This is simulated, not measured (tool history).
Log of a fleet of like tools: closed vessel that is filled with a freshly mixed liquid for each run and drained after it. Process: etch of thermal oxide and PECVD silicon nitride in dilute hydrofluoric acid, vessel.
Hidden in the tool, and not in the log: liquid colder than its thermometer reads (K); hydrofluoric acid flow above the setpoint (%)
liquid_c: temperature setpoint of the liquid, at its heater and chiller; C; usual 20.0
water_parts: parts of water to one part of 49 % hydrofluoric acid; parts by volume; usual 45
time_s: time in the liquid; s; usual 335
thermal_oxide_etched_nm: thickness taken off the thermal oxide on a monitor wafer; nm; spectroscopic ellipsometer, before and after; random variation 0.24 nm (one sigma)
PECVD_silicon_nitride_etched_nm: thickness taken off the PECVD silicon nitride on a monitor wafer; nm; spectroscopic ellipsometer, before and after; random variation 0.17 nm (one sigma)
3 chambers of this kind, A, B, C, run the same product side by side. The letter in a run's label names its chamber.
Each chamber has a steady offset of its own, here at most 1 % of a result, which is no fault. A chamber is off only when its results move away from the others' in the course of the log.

run,day,liquid_c,water_parts,time_s,hours since the thermometer was replaced,hours since the hydrofluoric acid flow meter was replaced,"read-back film thickness of the thermal oxide reference wafer, read on the same gauge (nm)","read-back film thickness of the PECVD silicon nitride reference wafer, read on the same gauge (nm)",thermal_oxide_etched_nm,PECVD_silicon_nitride_etched_nm
1B,0.183,20.0,45,335,6.6,1943.8,69.980,129.99,32.240,31.786
2A,0.288,20.0,45,335,652.8,693.7,69.998,130.00,32.492,31.883
3C,0.425,20.0,45,335,256.7,376.8,70.018,129.99,32.340,31.459
4A,0.608,20.0,45,335,660.5,701.4,69.988,130.00,32.313,31.731
5C,0.750,20.0,45,335,264.5,384.6,69.994,130.02,31.888,31.563
6B,0.833,20.0,45,335,22.2,1959.4,69.964,130.00,32.213,31.709
7C,0.929,20.0,45,335,268.8,388.9,70.000,130.00,31.957,31.620
8B,1.071,20.0,45,335,27.9,1965.1,69.969,129.99,32.244,31.761
9A,1.196,20.0,45,335,674.6,715.5,70.033,130.01,32.034,31.424
10C,1.325,20.0,45,335,278.3,398.4,69.993,130.01,32.065,31.775
11A,1.479,20.0,45,335,681.4,722.3,70.022,130.01,32.142,31.931
12B,1.575,20.0,45,335,40.0,1977.2,70.005,130.02,31.955,31.789
13C,1.667,20.0,45,335,286.5,406.6,69.996,130.00,32.079,31.605
14A,1.821,17.0,45,435,689.6,730.5,70.028,129.98,36.305,33.452
15B,1.929,17.0,45,435,48.5,1985.7,69.972,130.01,36.592,33.669
16C,2.046,17.0,45,435,295.6,415.7,69.997,130.01,36.151,32.933
17A,2.188,20.0,45,335,698.4,739.3,69.983,130.00,32.032,31.537
18B,2.283,20.0,45,335,57.0,1994.2,70.037,130.01,32.567,31.520
19C,2.454,20.0,45,335,305.4,425.5,69.968,129.98,32.138,31.632
20B,2.575,20.0,45,335,64.0,2001.2,70.038,130.00,31.944,31.795
21A,2.762,20.0,45,420,712.2,753.1,69.997,129.98,40.674,39.786
22A,2.950,20.0,45,420,716.7,757.6,70.046,129.99,40.181,39.572
23B,3.104,20.0,45,420,76.7,2013.9,70.015,130.01,39.767,39.857
24C,3.200,21.5,30,335,323.3,443.4,70.034,130.00,52.405,51.280
25A,3.383,21.5,30,335,727.1,768.0,69.995,130.00,52.256,52.373
26B,3.517,21.5,30,335,86.6,2023.8,69.961,129.98,52.194,51.932
27C,3.667,20.0,45,335,334.5,454.6,70.021,130.03,31.929,31.200
28A,3.838,20.0,45,335,738.0,778.9,70.039,129.99,31.813,31.984
29C,3.962,20.0,45,335,341.6,461.7,70.010,130.03,31.338,31.679
30B,4.133,20.0,45,335,101.4,2038.6,70.003,129.99,32.183,31.527
31A,4.288,20.0,45,335,748.8,789.7,69.942,129.99,32.031,31.758
32C,4.379,20.0,45,335,351.6,471.7,70.006,129.99,32.012,31.378
33B,4.550,20.0,45,335,111.4,2048.6,69.994,130.01,31.651,31.761
34B,4.646,20.0,45,335,113.7,2050.9,70.022,130.00,32.199,31.662
35C,4.817,20.0,45,335,362.1,482.2,70.017,130.00,32.007,31.889
36A,5.004,20.0,45,335,766.0,806.9,70.042,129.99,31.923,31.872
37A,5.104,20.0,45,335,768.4,809.3,69.997,129.99,32.132,31.827
38B,5.233,20.0,45,335,127.8,2065.0,70.014,130.00,31.953,31.516
39C,5.346,20.0,45,415,374.8,494.9,70.027,130.00,39.485,39.516

Is one chamber off against the others, does the gauge drift, or is nothing wrong? If a chamber is off, say which, and what the likeliest cause is.

No chamber stands off beyond its own small offset, and the gauge holds steady.
